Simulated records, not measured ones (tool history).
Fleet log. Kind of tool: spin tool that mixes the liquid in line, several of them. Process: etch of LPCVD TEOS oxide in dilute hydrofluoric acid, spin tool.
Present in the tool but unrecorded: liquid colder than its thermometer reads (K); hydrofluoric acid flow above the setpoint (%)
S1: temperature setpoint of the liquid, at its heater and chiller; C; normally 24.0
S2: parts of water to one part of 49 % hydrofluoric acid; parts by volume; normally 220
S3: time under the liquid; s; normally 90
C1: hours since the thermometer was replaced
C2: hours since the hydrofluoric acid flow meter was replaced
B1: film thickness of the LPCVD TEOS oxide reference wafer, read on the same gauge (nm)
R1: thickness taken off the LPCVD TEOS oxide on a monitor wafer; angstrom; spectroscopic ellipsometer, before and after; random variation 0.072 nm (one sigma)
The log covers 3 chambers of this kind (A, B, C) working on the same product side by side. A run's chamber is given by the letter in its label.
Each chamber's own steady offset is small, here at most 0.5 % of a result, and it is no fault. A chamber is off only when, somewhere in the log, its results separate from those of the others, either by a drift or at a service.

run	hour	S1	S2	S3	C1	C2	B1	R1
1B	4.3	24.0	220	90	1102.5	484.0	90.008	107.75
2C	13.2	24.0	220	90	1750.7	275.1	89.998	106.49
3A	19.1	24.0	220	90	175.0	545.0	90.050	107.97
4B	27.9	24.0	220	90	1126.1	507.6	90.003	109.52
5A	33.9	24.0	220	90	189.8	559.8	90.041	108.46
6C	43.0	24.0	220	90	1780.5	304.9	90.009	108.51
7C	47.7	22.5	220	140	1785.2	309.6	90.024	157.75
8A	52.3	22.5	220	140	208.2	578.2	89.963	158.85
9B	61.5	22.5	220	140	1159.7	541.2	89.993	162.96
10A	68.7	22.0	220	90	224.6	594.6	89.991	101.36
11B	76.0	22.0	220	90	1174.2	555.7	90.023	103.15
12C	82.6	22.0	220	90	1820.1	344.5	89.958	100.97
13A	91.8	24.0	220	90	247.7	617.7	90.028	108.11
14C	97.6	24.0	220	90	1835.1	359.5	90.030	109.69
15B	105.6	24.0	220	90	1203.8	585.3	89.990	113.08
16B	113.4	28.5	220	140	1211.6	593.1	90.004	209.53
17C	120.9	28.5	220	140	1858.4	382.8	90.000	196.82
18A	129.3	28.5	220	140	285.2	655.2	89.961	197.39
19A	137.4	24.0	220	90	293.3	663.3	89.962	108.76
20C	143.4	24.0	220	90	1880.9	405.3	90.028	109.39
21B	149.9	24.0	220	90	1248.1	629.6	90.016	116.07
22C	157.7	24.0	220	90	1895.2	419.6	90.027	109.25
23B	164.9	24.0	220	90	1263.1	644.6	89.989	117.72

Is one chamber out of step, is the gauge drifting, or do the chambers differ by no more than their own small offsets? For an off chamber, give its letter and the likeliest cause.

One chamber, B, drifts off from the rest bit by bit.
What lies behind it: hydrofluoric acid flow above the setpoint (%) = 8.05.
From this log alone, it may not be told apart from: liquid hotter than its thermometer reads (K).

Chamber B could run next with any of the 4 candidate recipes listed below; each alters the usual settings, and their results appear as question marks. Which one brings its results back in line with what the other chambers deliver on the usual settings?
Maximum distance from the other chambers' mean on the usual settings for a result to count as in line: R1 2.500 angstrom
24B-1	171.7	23.5	250	90				?
24B-2	171.7	24.0	215	95				?
24B-3	171.7	21.5	220	90				?
24B-4	171.7	24.5	195	90				?

The mean the other chambers reach with the usual settings: R1 108.400 angstrom
run	R1
24B-1	98.876
24B-2	128.230
24B-3	107.630
24B-4	139.510
24B-3 brings the chamber back in line.

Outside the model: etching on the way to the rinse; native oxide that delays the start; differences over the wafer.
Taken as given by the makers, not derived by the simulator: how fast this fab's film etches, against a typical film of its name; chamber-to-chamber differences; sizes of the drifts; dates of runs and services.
